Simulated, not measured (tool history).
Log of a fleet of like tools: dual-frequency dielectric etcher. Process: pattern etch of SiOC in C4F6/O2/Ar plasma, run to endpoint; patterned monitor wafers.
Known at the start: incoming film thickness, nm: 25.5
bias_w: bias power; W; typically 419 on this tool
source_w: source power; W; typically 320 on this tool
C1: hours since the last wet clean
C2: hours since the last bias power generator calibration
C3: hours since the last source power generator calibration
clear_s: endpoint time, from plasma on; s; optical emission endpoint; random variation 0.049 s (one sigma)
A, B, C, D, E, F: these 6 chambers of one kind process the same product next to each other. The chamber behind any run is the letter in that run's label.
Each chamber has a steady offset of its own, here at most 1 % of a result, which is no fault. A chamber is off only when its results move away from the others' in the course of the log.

Run 1D, day 0.112: usual settings; C1 512.5; C2 742.6; C3 4794.1. Result: clear_s 9.9435 s.
Run 2F, day 0.246: usual settings; C1 626.4; C2 524.7; C3 3298. Result: clear_s 9.9318 s.
Run 3A, day 0.388: usual settings; C1 21.5; C2 3382.5; C3 458.1. Result: clear_s 9.9889 s.
Run 4E, day 0.521: usual settings; C1 336.1; C2 663.1; C3 2940.3. Result: clear_s 9.8582 s.
Run 5B, day 0.629: usual settings but bias_w 459 W; C1 381.7; C2 459.2; C3 404.3. Result: clear_s 9.4565 s.
Run 6C, day 0.812: usual settings but bias_w 459 W; C1 264.7; C2 2682.6; C3 2665.9. Result: clear_s 9.6125 s.
Run 7F, day 0.917: usual settings but bias_w 459 W; C1 642.5; C2 540.8; C3 3314.1. Result: clear_s 9.5813 s.
Run 8A, day 1.004: usual settings but bias_w 459 W; C1 36.3; C2 3397.3; C3 472.9. Result: clear_s 9.5811 s.
Run 9B, day 1.138: usual settings but bias_w 459 W; C1 393.9; C2 471.4; C3 416.5. Result: clear_s 9.6262 s.
Run 10E, day 1.271: usual settings but bias_w 459 W; C1 354.1; C2 681.1; C3 2958.3. Result: clear_s 9.5228 s.
Run 11C, day 1.375: usual settings; C1 278.2; C2 2696.1; C3 2679.4. Result: clear_s 9.9459 s.
Run 12D, day 1.554: usual settings; C1 547.1; C2 777.2; C3 4828.7. Result: clear_s 10.047 s.
Run 13C, day 1.642: usual settings; C1 284.6; C2 2702.5; C3 2685.8. Result: clear_s 9.895 s.
At day 1.704: chamber F: wet clean of the chamber.
At day 1.796: chamber D: wet clean of the chamber.
Run 14E, day 1.812: usual settings; C1 367.1; C2 694.1; C3 2971.3. Result: clear_s 9.8769 s.
Run 15A, day 1.979: usual settings; C1 59.7; C2 3420.7; C3 496.3. Result: clear_s 10.069 s.
Run 16B, day 2.162: usual settings; C1 418.5; C2 496; C3 441.1. Result: clear_s 9.9035 s.
Run 17F, day 2.325: usual settings; C1 15; C2 574.6; C3 3347.9. Result: clear_s 9.9623 s.
Run 18D, day 2.508: usual settings; C1 17.1; C2 800.1; C3 4851.6. Result: clear_s 9.92 s.
Run 19D, day 2.6: usual settings; C1 19.3; C2 802.3; C3 4853.8. Result: clear_s 9.9804 s.
Run 20F, day 2.767: usual settings; C1 25.6; C2 585.2; C3 3358.5. Result: clear_s 9.9182 s.
Run 21A, day 2.929: usual settings; C1 82.5; C2 3443.5; C3 519.1. Result: clear_s 9.8671 s.
Run 22C, day 3.033: usual settings; C1 318; C2 2735.9; C3 2719.2. Result: clear_s 10.041 s.
Run 23E, day 3.221: usual settings but bias_w 321 W, source_w 250 W; C1 400.9; C2 727.9; C3 3005.1. Result: clear_s 11.942 s.
Run 24B, day 3.4: usual settings but bias_w 321 W, source_w 250 W; C1 448.2; C2 525.7; C3 470.8. Result: clear_s 11.92 s.
Run 25E, day 3.554: usual settings but bias_w 321 W, source_w 250 W; C1 408.9; C2 735.9; C3 3013.1. Result: clear_s 11.916 s.
Run 26F, day 3.696: usual settings but bias_w 321 W, source_w 250 W; C1 47.9; C2 607.5; C3 3380.8. Result: clear_s 11.93 s.
Run 27C, day 3.842: usual settings but bias_w 321 W, source_w 250 W; C1 337.4; C2 2755.3; C3 2738.6. Result: clear_s 12.19 s.
Run 28A, day 3.996: usual settings but bias_w 321 W, source_w 250 W; C1 108.1; C2 3469.1; C3 544.7. Result: clear_s 11.976 s.
Run 29B, day 4.154: usual settings; C1 466.3; C2 543.8; C3 488.9. Result: clear_s 9.9009 s.
At day 4.175: chamber B: wet clean of the chamber.
Run 30D, day 4.325: usual settings; C1 60.7; C2 843.7; C3 4895.2. Result: clear_s 9.9629 s.
Run 31E, day 4.467: usual settings; C1 430.8; C2 757.8; C3 3035. Result: clear_s 9.9661 s.
Run 32F, day 4.65: usual settings but bias_w 484 W, source_w 290 W; C1 70.8; C2 630.4; C3 3403.7. Result: clear_s 9.7407 s.
Run 33A, day 4.779: usual settings but bias_w 484 W, source_w 290 W; C1 126.9; C2 3487.9; C3 563.5. Result: clear_s 9.8755 s.
Run 34B, day 4.912: usual settings but bias_w 484 W, source_w 290 W; C1 17.7; C2 562; C3 507.1. Result: clear_s 9.7285 s.
Run 35D, day 5.025: usual settings but bias_w 484 W, source_w 290 W; C1 77.5; C2 860.5; C3 4912. Result: clear_s 9.806 s.
Run 36C, day 5.192: usual settings but bias_w 484 W, source_w 290 W; C1 369.8; C2 2787.7; C3 2771. Result: clear_s 10.247 s.

Next, all 6 chambers run the settings below, one line each with question marks for the results. What does each chamber give?
Run 37A, day 5.338: usual settings but source_w 270 W. Result: clear_s ?.
Run 37B, day 5.338: usual settings but source_w 270 W. Result: clear_s ?.
Run 37C, day 5.338: usual settings but source_w 270 W. Result: clear_s ?.
Run 37D, day 5.338: usual settings but source_w 270 W. Result: clear_s ?.
Run 37E, day 5.338: usual settings but source_w 270 W. Result: clear_s ?.
Run 37F, day 5.338: usual settings but source_w 270 W. Result: clear_s ?.

run  clear_s
37A   10.595
37B   10.487
37C   11.206
37D   10.622
37E   10.508
37F   10.567

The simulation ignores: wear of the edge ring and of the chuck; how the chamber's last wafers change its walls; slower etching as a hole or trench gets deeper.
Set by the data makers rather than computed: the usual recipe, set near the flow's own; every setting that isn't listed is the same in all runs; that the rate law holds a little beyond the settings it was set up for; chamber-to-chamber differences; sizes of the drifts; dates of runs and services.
